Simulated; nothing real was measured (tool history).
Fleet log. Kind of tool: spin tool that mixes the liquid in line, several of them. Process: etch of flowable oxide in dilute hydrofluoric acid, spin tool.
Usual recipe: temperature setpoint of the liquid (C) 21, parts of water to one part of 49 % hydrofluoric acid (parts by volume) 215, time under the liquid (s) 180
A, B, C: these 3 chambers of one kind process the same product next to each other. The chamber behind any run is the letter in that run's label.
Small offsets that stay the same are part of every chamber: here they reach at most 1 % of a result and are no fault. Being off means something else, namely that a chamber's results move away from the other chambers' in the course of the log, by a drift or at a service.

| run | hour | temperature setpoint of the liquid (C) | parts of water to one part of 49 % hydrofluoric acid (parts by volume) | time under the liquid (s) | hours since the thermometer was replaced | hours since the hydrofluoric acid flow meter was replaced | read-back film thickness of the flowable oxide reference wafer, read on the same gauge (nm) | thickness taken off the flowable oxide on a monitor wafer (angstrom) |
|---|---|---|---|---|---|---|---|---|
| 1A | 2.7 | 21 | 215 | 180 | 2283.6 | 698.2 | 140.01 | 330.71 |
| 2C | 7.3 | 21 | 215 | 180 | 367.1 | 636.2 | 140.02 | 328.73 |
| 3B | 9.9 | 21 | 215 | 180 | 553.2 | 281.6 | 140.03 | 324.38 |
| 4C | 12.9 | 21 | 215 | 180 | 372.7 | 641.8 | 139.95 | 325.43 |
| 5B | 16.3 | 21 | 215 | 180 | 559.6 | 288 | 139.97 | 325.58 |
| 6A | 19 | 22.5 | 215 | 180 | 2299.9 | 714.5 | 139.97 | 344.48 |
| 7A | 23.4 | 22.5 | 215 | 180 | 2304.3 | 718.9 | 140.01 | 345.03 |
| 8C | 26.7 | 22.5 | 215 | 180 | 386.5 | 655.6 | 139.98 | 344.35 |
| 9B | 30.7 | 24 | 215 | 255 | 574 | 302.4 | 139.96 | 510.6 |
| 10B | 34.5 | 24 | 215 | 255 | 577.8 | 306.2 | 139.95 | 514.08 |
| 11A | 37.4 | 24 | 215 | 255 | 2318.3 | 732.9 | 140.03 | 528.44 |
|  | 37.7 | chamber B: thermometer replaced |
| 12C | 39.7 | 21 | 215 | 180 | 399.5 | 668.6 | 140.04 | 325.08 |
| 13B | 42.8 | 21 | 215 | 180 | 5.2 | 314.5 | 140.02 | 327.52 |
| 14C | 47.4 | 21 | 215 | 180 | 407.2 | 676.3 | 140.01 | 325.56 |
| 15A | 50.7 | 21 | 215 | 180 | 2331.6 | 746.2 | 140.01 | 330.42 |
| 16C | 53.7 | 21 | 215 | 180 | 413.5 | 682.6 | 139.97 | 324.59 |
| 17B | 57.4 | 21 | 215 | 180 | 19.8 | 329.1 | 139.99 | 326.4 |
| 18A | 61.6 | 17 | 215 | 180 | 2342.5 | 757.1 | 139.99 | 273.02 |
| 19A | 63.9 | 17 | 215 | 180 | 2344.8 | 759.4 | 140.02 | 270.04 |
| 20B | 68.4 | 17 | 215 | 180 | 30.8 | 340.1 | 140 | 274.78 |
| 21C | 71.9 | 21 | 215 | 180 | 431.7 | 700.8 | 139.98 | 330.59 |
| 22A | 76.2 | 21 | 215 | 180 | 2357.1 | 771.7 | 140.02 | 306.25 |
| 23B | 79.3 | 21 | 215 | 180 | 41.7 | 351 | 140.03 | 325.99 |
| 24C | 81.7 | 21 | 215 | 180 | 441.5 | 710.6 | 140 | 325.79 |
| 25C | 85 | 21 | 215 | 180 | 444.8 | 713.9 | 140.01 | 325.58 |
| 26B | 87.2 | 21 | 215 | 255 | 49.6 | 358.9 | 140.02 | 462.58 |
| 27A | 91.5 | 21 | 215 | 255 | 2372.4 | 787 | 140.03 | 420.17 |
| 28A | 96.1 | 21 | 215 | 255 | 2377 | 791.6 | 139.98 | 416.15 |
| 29B | 100.2 | 21 | 215 | 180 | 62.6 | 371.9 | 140 | 324.07 |

Predict what each chamber gives when all 3 of them run the settings below next.
| 30A | 103.6 | 21 | 215 | 180 |  |  |  | ? |
| 30B | 103.6 | 21 | 215 | 180 |  |  |  | ? |
| 30C | 103.6 | 21 | 215 | 180 |  |  |  | ? |

| run | thickness taken off the flowable oxide on a monitor wafer (angstrom) |
|---|---|
| 30A | 292.93 |
| 30B | 328.62 |
| 30C | 323.76 |
